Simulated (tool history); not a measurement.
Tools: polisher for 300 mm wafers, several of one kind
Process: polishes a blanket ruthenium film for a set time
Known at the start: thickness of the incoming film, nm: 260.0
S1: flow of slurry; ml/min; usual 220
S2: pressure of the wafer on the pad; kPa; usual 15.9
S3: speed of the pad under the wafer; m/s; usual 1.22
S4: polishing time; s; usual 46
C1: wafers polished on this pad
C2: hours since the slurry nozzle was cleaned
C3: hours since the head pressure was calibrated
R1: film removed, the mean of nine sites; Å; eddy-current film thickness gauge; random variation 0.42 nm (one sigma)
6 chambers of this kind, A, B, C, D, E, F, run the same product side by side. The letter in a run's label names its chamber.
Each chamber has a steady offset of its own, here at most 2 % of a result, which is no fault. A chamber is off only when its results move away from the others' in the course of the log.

{"run": "1A", "hour": 8.8, "S1": 220, "S2": 15.9, "S3": 1.22, "S4": 46, "C1": 585, "C2": 211, "C3": 52.6, "R1": 630.64}
{"run": "2B", "hour": 20.0, "S1": 220, "S2": 15.9, "S3": 1.22, "S4": 46, "C1": 803, "C2": 69.6, "C3": 219.5, "R1": 630.17}
{"hour": 24.1, "done": "chamber A: worn pad replaced by a new one"}
{"hour": 25.7, "done": "chamber E: head pressure recalibrated"}
{"run": "3E", "hour": 27.5, "S1": 220, "S2": 15.9, "S3": 1.22, "S4": 46, "C1": 741, "C2": 35.9, "C3": 1.8, "R1": 634.42}
{"run": "4F", "hour": 35.6, "S1": 220, "S2": 15.9, "S3": 1.22, "S4": 46, "C1": 896, "C2": 582.6, "C3": 759, "R1": 629.83}
{"run": "5C", "hour": 43.2, "S1": 155, "S2": 15.9, "S3": 1.22, "S4": 54, "C1": 886, "C2": 105.9, "C3": 507.2, "R1": 690.91}
{"hour": 43.8, "done": "chamber C: worn pad replaced by a new one"}
{"run": "6D", "hour": 51.1, "S1": 155, "S2": 15.9, "S3": 1.22, "S4": 54, "C1": 652, "C2": 71.3, "C3": 729.1, "R1": 701.37}
{"run": "7D", "hour": 60.4, "S1": 155, "S2": 15.9, "S3": 1.22, "S4": 54, "C1": 737, "C2": 80.6, "C3": 738.4, "R1": 694.91}
{"hour": 67.2, "done": "chamber B: worn pad replaced by a new one"}
{"run": "8C", "hour": 69.0, "S1": 155, "S2": 15.9, "S3": 1.22, "S4": 54, "C1": 230, "C2": 131.7, "C3": 533, "R1": 696.84}
{"hour": 76.4, "done": "chamber E: worn pad replaced by a new one"}
{"run": "9F", "hour": 78.0, "S1": 155, "S2": 15.9, "S3": 1.22, "S4": 54, "C1": 1284, "C2": 625, "C3": 801.4, "R1": 704.39}
{"hour": 81.7, "done": "chamber D: head pressure recalibrated"}
{"hour": 84.0, "done": "chamber A: slurry nozzle cleaned"}
{"run": "10B", "hour": 85.5, "S1": 155, "S2": 15.9, "S3": 1.22, "S4": 54, "C1": 167, "C2": 135.1, "C3": 285, "R1": 701.83}
{"run": "11A", "hour": 92.2, "S1": 220, "S2": 15.9, "S3": 1.22, "S4": 46, "C1": 623, "C2": 8.3, "C3": 136, "R1": 636.68}
{"hour": 93.3, "done": "chamber F: worn pad replaced by a new one"}
{"run": "12E", "hour": 103.6, "S1": 220, "S2": 15.9, "S3": 1.22, "S4": 46, "C1": 249, "C2": 112, "C3": 77.9, "R1": 635.31}
{"hour": 105.8, "done": "chamber A: worn pad replaced by a new one"}
{"run": "13E", "hour": 114.7, "S1": 220, "S2": 15.9, "S3": 1.22, "S4": 46, "C1": 350, "C2": 123.1, "C3": 89, "R1": 631.96}
{"hour": 121.8, "done": "chamber D: worn pad replaced by a new one"}
{"run": "14F", "hour": 122.4, "S1": 220, "S2": 15.9, "S3": 1.22, "S4": 46, "C1": 266, "C2": 669.4, "C3": 845.8, "R1": 623.69}
{"run": "15B", "hour": 131.5, "S1": 220, "S2": 15.9, "S3": 1.22, "S4": 46, "C1": 588, "C2": 181.1, "C3": 331, "R1": 633.08}
{"run": "16A", "hour": 138.3, "S1": 220, "S2": 15.9, "S3": 1.22, "S4": 46, "C1": 297, "C2": 54.4, "C3": 182.1, "R1": 640.73}
{"hour": 146.9, "done": "chamber C: worn pad replaced by a new one"}
{"run": "17C", "hour": 149.8, "S1": 220, "S2": 15.9, "S3": 1.22, "S4": 46, "C1": 27, "C2": 212.5, "C3": 613.8, "R1": 619.26}
{"run": "18D", "hour": 162.0, "S1": 220, "S2": 15.9, "S3": 1.22, "S4": 46, "C1": 368, "C2": 182.2, "C3": 80.4, "R1": 630.39}
{"hour": 170.6, "done": "chamber F: slurry nozzle cleaned"}
{"run": "19C", "hour": 172.2, "S1": 220, "S2": 15.9, "S3": 1.22, "S4": 46, "C1": 232, "C2": 234.9, "C3": 636.2, "R1": 621.57}
{"hour": 179.7, "done": "chamber B: worn pad replaced by a new one"}
{"run": "20D", "hour": 181.0, "S1": 220, "S2": 15.9, "S3": 1.22, "S4": 46, "C1": 542, "C2": 201.2, "C3": 99.4, "R1": 627.62}
{"run": "21B", "hour": 188.3, "S1": 220, "S2": 15.9, "S3": 1.22, "S4": 46, "C1": 79, "C2": 237.9, "C3": 387.8, "R1": 631.46}
{"hour": 197.9, "done": "chamber E: worn pad replaced by a new one"}
{"run": "22E", "hour": 199.7, "S1": 220, "S2": 15.9, "S3": 1.22, "S4": 46, "C1": 17, "C2": 208.1, "C3": 174, "R1": 628.49}
{"hour": 202.2, "done": "chamber F: head pressure recalibrated"}
{"hour": 205.0, "done": "chamber E: slurry nozzle cleaned"}
{"hour": 206.5, "done": "chamber A: worn pad replaced by a new one"}
{"run": "23A", "hour": 208.5, "S1": 220, "S2": 15.9, "S3": 1.22, "S4": 46, "C1": 18, "C2": 124.6, "C3": 252.3, "R1": 640.82}
{"run": "24F", "hour": 215.1, "S1": 220, "S2": 15.9, "S3": 1.22, "S4": 46, "C1": 1114, "C2": 44.5, "C3": 13, "R1": 634.07}
{"run": "25B", "hour": 225.2, "S1": 280, "S2": 15.9, "S3": 1.46, "S4": 46, "C1": 416, "C2": 274.8, "C3": 424.7, "R1": 774.27}
{"run": "26D", "hour": 237.7, "S1": 280, "S2": 15.9, "S3": 1.46, "S4": 46, "C1": 1061, "C2": 257.9, "C3": 156.1, "R1": 785.22}
{"hour": 238.0, "done": "chamber F: worn pad replaced by a new one"}
{"hour": 239.0, "done": "chamber C: worn pad replaced by a new one"}
{"run": "27F", "hour": 248.2, "S1": 280, "S2": 15.9, "S3": 1.46, "S4": 46, "C1": 93, "C2": 77.6, "C3": 46.1, "R1": 776.9}
{"run": "28A", "hour": 255.4, "S1": 280, "S2": 15.9, "S3": 1.46, "S4": 46, "C1": 447, "C2": 171.5, "C3": 299.2, "R1": 792.63}
{"hour": 261.1, "done": "chamber D: worn pad replaced by a new one"}
{"run": "29C", "hour": 262.9, "S1": 280, "S2": 15.9, "S3": 1.46, "S4": 46, "C1": 218, "C2": 325.6, "C3": 726.9, "R1": 760.33}
{"run": "30E", "hour": 271.5, "S1": 280, "S2": 15.9, "S3": 1.46, "S4": 46, "C1": 674, "C2": 66.6, "C3": 245.8, "R1": 780.97}
{"run": "31E", "hour": 277.4, "S1": 220, "S2": 15.9, "S3": 1.22, "S4": 46, "C1": 728, "C2": 72.5, "C3": 251.7, "R1": 629.16}
{"run": "32F", "hour": 287.2, "S1": 220, "S2": 15.9, "S3": 1.22, "S4": 46, "C1": 450, "C2": 116.6, "C3": 85.1, "R1": 633.78}
{"run": "33A", "hour": 294.2, "S1": 220, "S2": 15.9, "S3": 1.22, "S4": 46, "C1": 802, "C2": 210.3, "C3": 338, "R1": 636.09}
{"hour": 297.1, "done": "chamber C: slurry nozzle cleaned"}
{"hour": 303.7, "done": "chamber A: worn pad replaced by a new one"}
{"run": "34B", "hour": 304.1, "S1": 220, "S2": 15.9, "S3": 1.22, "S4": 46, "C1": 1138, "C2": 353.7, "C3": 503.6, "R1": 630.41}
{"run": "35D", "hour": 316.2, "S1": 220, "S2": 15.9, "S3": 1.22, "S4": 46, "C1": 504, "C2": 336.4, "C3": 234.6, "R1": 631.77}
{"hour": 321.2, "done": "chamber E: worn pad replaced by a new one"}
{"run": "36C", "hour": 324.3, "S1": 220, "S2": 15.9, "S3": 1.22, "S4": 46, "C1": 780, "C2": 27.2, "C3": 788.3, "R1": 613.66}
{"hour": 325.3, "done": "chamber C: worn pad replaced by a new one"}
{"hour": 326.9, "done": "chamber B: worn pad replaced by a new one"}
{"run": "37A", "hour": 330.4, "S1": 220, "S2": 15.9, "S3": 0.84, "S4": 46, "C1": 244, "C2": 246.5, "C3": 374.2, "R1": 438.08}
{"run": "38B", "hour": 339.9, "S1": 220, "S2": 15.9, "S3": 0.84, "S4": 46, "C1": 118, "C2": 389.5, "C3": 539.4, "R1": 437.26}
{"run": "39F", "hour": 351.5, "S1": 220, "S2": 15.9, "S3": 0.84, "S4": 46, "C1": 1039, "C2": 180.9, "C3": 149.4, "R1": 435.87}
{"hour": 362.1, "done": "chamber F: worn pad replaced by a new one"}
{"run": "40C", "hour": 363.7, "S1": 220, "S2": 15.9, "S3": 0.84, "S4": 46, "C1": 352, "C2": 66.6, "C3": 827.7, "R1": 428.26}
{"run": "41D", "hour": 371.7, "S1": 220, "S2": 15.9, "S3": 0.84, "S4": 46, "C1": 1012, "C2": 391.9, "C3": 290.1, "R1": 434.74}
{"run": "42E", "hour": 379.8, "S1": 220, "S2": 15.9, "S3": 0.84, "S4": 46, "C1": 536, "C2": 174.9, "C3": 354.1, "R1": 429.44}
{"run": "43E", "hour": 391.7, "S1": 220, "S2": 15.9, "S3": 1.22, "S4": 46, "C1": 645, "C2": 186.8, "C3": 366, "R1": 632.36}
{"run": "44F", "hour": 404.2, "S1": 220, "S2": 21.4, "S3": 1.22, "S4": 46, "C1": 385, "C2": 233.6, "C3": 202.1, "R1": 849.58}

Is one chamber off against the others, does the gauge drift, or is nothing wrong? If a chamber is off, say which, and what the likeliest cause is.

No chamber stands off beyond its own small offset, and the gauge holds steady.

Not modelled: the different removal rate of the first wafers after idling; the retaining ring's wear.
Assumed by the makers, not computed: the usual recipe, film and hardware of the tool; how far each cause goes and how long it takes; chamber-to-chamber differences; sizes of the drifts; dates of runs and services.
